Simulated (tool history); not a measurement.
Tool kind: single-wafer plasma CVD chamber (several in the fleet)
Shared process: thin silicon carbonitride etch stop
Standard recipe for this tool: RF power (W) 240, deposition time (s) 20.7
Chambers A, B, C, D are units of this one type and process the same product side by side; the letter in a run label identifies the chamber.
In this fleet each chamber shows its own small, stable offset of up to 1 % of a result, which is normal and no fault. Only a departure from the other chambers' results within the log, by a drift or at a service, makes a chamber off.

| run | hour | RF power (W) | deposition time (s) | hours since the last thermocouple change | hours since the last RF generator calibration | read-back reference wafer on the same gauge, thickness_nm | mean film thickness on the monitor wafer (Å) |
|---|---|---|---|---|---|---|---|
| 1D | 10.9 | 240 | 20.7 | 1179.2 | 919.4 | 11.191 | 124.91 |
| 2A | 16.7 | 240 | 20.7 | 110.6 | 854.9 | 11.209 | 124.89 |
| 3B | 26.9 | 240 | 20.7 | 386.0 | 347.7 | 11.190 | 124.01 |
|  | 34.3 | chamber A: RF generator calibrated |
| 4C | 40.1 | 240 | 20.7 | 44.0 | 687.8 | 11.201 | 123.77 |
| 5B | 51.4 | 240 | 20.7 | 410.5 | 372.2 | 11.199 | 123.18 |
| 6D | 59.0 | 240 | 20.7 | 1227.3 | 967.5 | 11.204 | 124.03 |
| 7A | 70.0 | 240 | 20.7 | 163.9 | 35.8 | 11.193 | 125.30 |
| 8C | 76.5 | 240 | 20.7 | 80.4 | 724.2 | 11.185 | 124.09 |
| 9D | 82.7 | 240 | 18.8 | 1251.0 | 991.2 | 11.202 | 112.37 |
| 10C | 94.5 | 240 | 18.8 | 98.4 | 742.2 | 11.203 | 112.07 |
| 11A | 107.6 | 240 | 18.8 | 201.5 | 73.4 | 11.207 | 112.82 |
| 12B | 119.2 | 240 | 18.8 | 478.3 | 440.0 | 11.201 | 112.52 |
| 13D | 125.1 | 240 | 20.7 | 1293.4 | 1033.6 | 11.190 | 123.71 |
| 14A | 131.4 | 240 | 20.7 | 225.3 | 97.2 | 11.196 | 123.88 |
| 15C | 139.6 | 240 | 20.7 | 143.5 | 787.3 | 11.195 | 122.72 |
| 16B | 148.4 | 240 | 20.7 | 507.5 | 469.2 | 11.203 | 123.97 |
| 17B | 155.8 | 240 | 20.7 | 514.9 | 476.6 | 11.195 | 124.43 |
| 18C | 168.4 | 240 | 20.7 | 172.3 | 816.1 | 11.188 | 123.65 |
| 19A | 179.1 | 240 | 20.7 | 273.0 | 144.9 | 11.195 | 124.37 |
| 20D | 191.9 | 240 | 23.8 | 1360.2 | 1100.4 | 11.197 | 143.15 |
| 21A | 202.5 | 240 | 23.8 | 296.4 | 168.3 | 11.185 | 142.87 |
| 22B | 213.2 | 240 | 23.8 | 572.3 | 534.0 | 11.209 | 141.40 |
| 23D | 221.8 | 240 | 23.8 | 1390.1 | 1130.3 | 11.202 | 143.67 |
| 24C | 231.4 | 240 | 20.7 | 235.3 | 879.1 | 11.207 | 124.87 |
| 25C | 241.8 | 240 | 20.7 | 245.7 | 889.5 | 11.196 | 123.79 |
| 26A | 249.6 | 240 | 20.7 | 343.5 | 215.4 | 11.199 | 124.37 |
| 27D | 256.5 | 240 | 20.7 | 1424.8 | 1165.0 | 11.195 | 123.95 |
| 28B | 267.7 | 260 | 19.1 | 626.8 | 588.5 | 11.190 | 117.62 |
| 29A | 280.4 | 260 | 19.1 | 374.3 | 246.2 | 11.217 | 118.00 |
| 30B | 292.0 | 260 | 19.1 | 651.1 | 612.8 | 11.204 | 117.45 |
| 31C | 304.9 | 260 | 19.1 | 308.8 | 952.6 | 11.206 | 116.71 |
| 32D | 315.2 | 240 | 20.7 | 1483.5 | 1223.7 | 11.199 | 123.77 |

Has any chamber moved away from the others, gradually or after a service, or does the common gauge drift, or do the chambers differ only by their own small steady offsets? State the chamber and the most likely cause if one applies.

Neither any chamber nor the gauge drifts; the chambers differ only by their own small, steady offsets.

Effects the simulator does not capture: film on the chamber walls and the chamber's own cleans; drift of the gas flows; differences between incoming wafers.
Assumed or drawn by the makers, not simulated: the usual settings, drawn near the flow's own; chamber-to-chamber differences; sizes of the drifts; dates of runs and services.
